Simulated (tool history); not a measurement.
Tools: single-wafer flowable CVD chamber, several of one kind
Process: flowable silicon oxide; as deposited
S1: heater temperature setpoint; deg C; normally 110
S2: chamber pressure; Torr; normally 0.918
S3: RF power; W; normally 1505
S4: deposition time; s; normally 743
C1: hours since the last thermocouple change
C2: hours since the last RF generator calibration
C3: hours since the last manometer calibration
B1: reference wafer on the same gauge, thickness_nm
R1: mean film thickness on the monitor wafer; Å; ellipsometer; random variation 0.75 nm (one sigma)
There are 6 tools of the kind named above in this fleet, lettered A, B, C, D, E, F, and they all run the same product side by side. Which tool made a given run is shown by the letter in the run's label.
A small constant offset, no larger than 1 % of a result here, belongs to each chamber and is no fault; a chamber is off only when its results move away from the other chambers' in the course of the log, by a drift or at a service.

run	hour	S1	S2	S3	S4	C1	C2	C3	B1	R1
1A	3.6	110	0.918	1505	743	1176.8	2001.3	508.3	333.89	3577.5
2F	7.7	110	0.918	1505	743	1419.7	121.9	1446.6	334.03	3589.1
3C	12.8	110	0.918	1505	743	471.7	360.2	1050.7	334.13	3579.4
4E	15.2	110	0.918	1505	743	480.4	489.9	1690.4	334.03	3597.6
5D	19.1	110	0.918	1595	800	723.2	1341.3	2303.0	334.09	3949.2
6B	21.5	110	0.918	1595	800	705.1	64.6	1563.8	334.00	3923.5
7D	26.4	110	0.918	1595	800	730.5	1348.6	2310.3	334.00	3954.3
8A	28.9	110	0.918	1595	800	1202.1	2026.6	533.6	334.01	3920.4
9C	33.4	110	0.918	1595	800	492.3	380.8	1071.3	334.06	3930.4
10F	36.5	110	0.918	1595	800	1448.5	150.7	1475.4	333.94	3931.1
11E	41.2	110	0.918	1505	743	506.4	515.9	1716.4	333.95	3586.9
12B	43.7	110	0.918	1505	743	727.3	86.8	1586.0	333.91	3596.6
13A	47.6	110	0.918	1505	743	1220.8	2045.3	552.3	334.10	3589.2
14E	50.3	110	0.918	1505	743	515.5	525.0	1725.5	333.90	3582.0
15D	52.7	110	0.918	1505	743	756.8	1374.9	2336.6	334.05	3615.1
# hour 55.0: chamber D: capacitance manometer re-zeroed and calibrated
16F	58.0	110	0.918	1505	743	1470.0	172.2	1496.9	333.90	3584.8
17B	63.0	110	0.918	1505	743	746.6	106.1	1605.3	334.13	3591.4
# hour 65.5: chamber E: capacitance manometer re-zeroed and calibrated
18C	65.5	110	0.918	1505	743	524.4	412.9	1103.4	334.00	3588.2
19A	69.7	110	0.918	1505	743	1242.9	2067.4	574.4	334.01	3590.1
20C	73.7	110	0.918	1505	743	532.6	421.1	1111.6	334.01	3578.2
21D	76.7	110	0.824	1505	743	780.8	1398.9	21.7	333.94	3169.2
22E	81.6	110	0.824	1505	743	546.8	556.3	16.2	333.81	3129.9
23F	86.6	110	0.824	1505	743	1498.6	200.8	1525.5	333.91	3125.4
24B	91.5	110	0.824	1505	743	775.1	134.6	1633.8	334.12	3123.2
25C	96.0	110	0.824	1505	743	554.9	443.4	1133.9	333.92	3139.4
26A	100.2	110	0.824	1505	743	1273.4	2097.9	604.9	334.05	3118.8
27F	103.7	110	0.918	1505	743	1515.7	217.9	1542.6	334.00	3594.7
28E	107.8	110	0.918	1505	743	573.0	582.5	42.4	333.91	3582.4
29D	111.6	110	0.918	1505	743	815.7	1433.8	56.6	334.01	3642.3
30B	117.0	110	0.918	1505	743	800.6	160.1	1659.3	334.03	3576.1
31A	120.2	110	0.918	1505	743	1293.4	2117.9	624.9	334.11	3573.0
32E	125.2	110	0.918	1505	743	590.4	599.9	59.8	333.97	3586.8
33D	129.8	110	0.918	1505	743	833.9	1452.0	74.8	334.02	3653.9
34C	132.4	110	0.918	1505	743	591.3	479.8	1170.3	334.10	3590.1
35F	137.8	110	0.918	1505	743	1549.8	252.0	1576.7	333.89	3585.7
36B	141.6	110	0.918	1505	743	825.2	184.7	1683.9	334.06	3582.1

Next, all 6 chambers run the settings below, one line each with question marks for the results. What does each chamber give?
37A	145.5	110	0.918	1505	743					?
37B	145.5	110	0.918	1505	743					?
37C	145.5	110	0.918	1505	743					?
37D	145.5	110	0.918	1505	743					?
37E	145.5	110	0.918	1505	743					?
37F	145.5	110	0.918	1505	743					?

run	R1
37A	3578.2
37B	3584.6
37C	3592.2
37D	3660.4
37E	3581.1
37F	3593.0

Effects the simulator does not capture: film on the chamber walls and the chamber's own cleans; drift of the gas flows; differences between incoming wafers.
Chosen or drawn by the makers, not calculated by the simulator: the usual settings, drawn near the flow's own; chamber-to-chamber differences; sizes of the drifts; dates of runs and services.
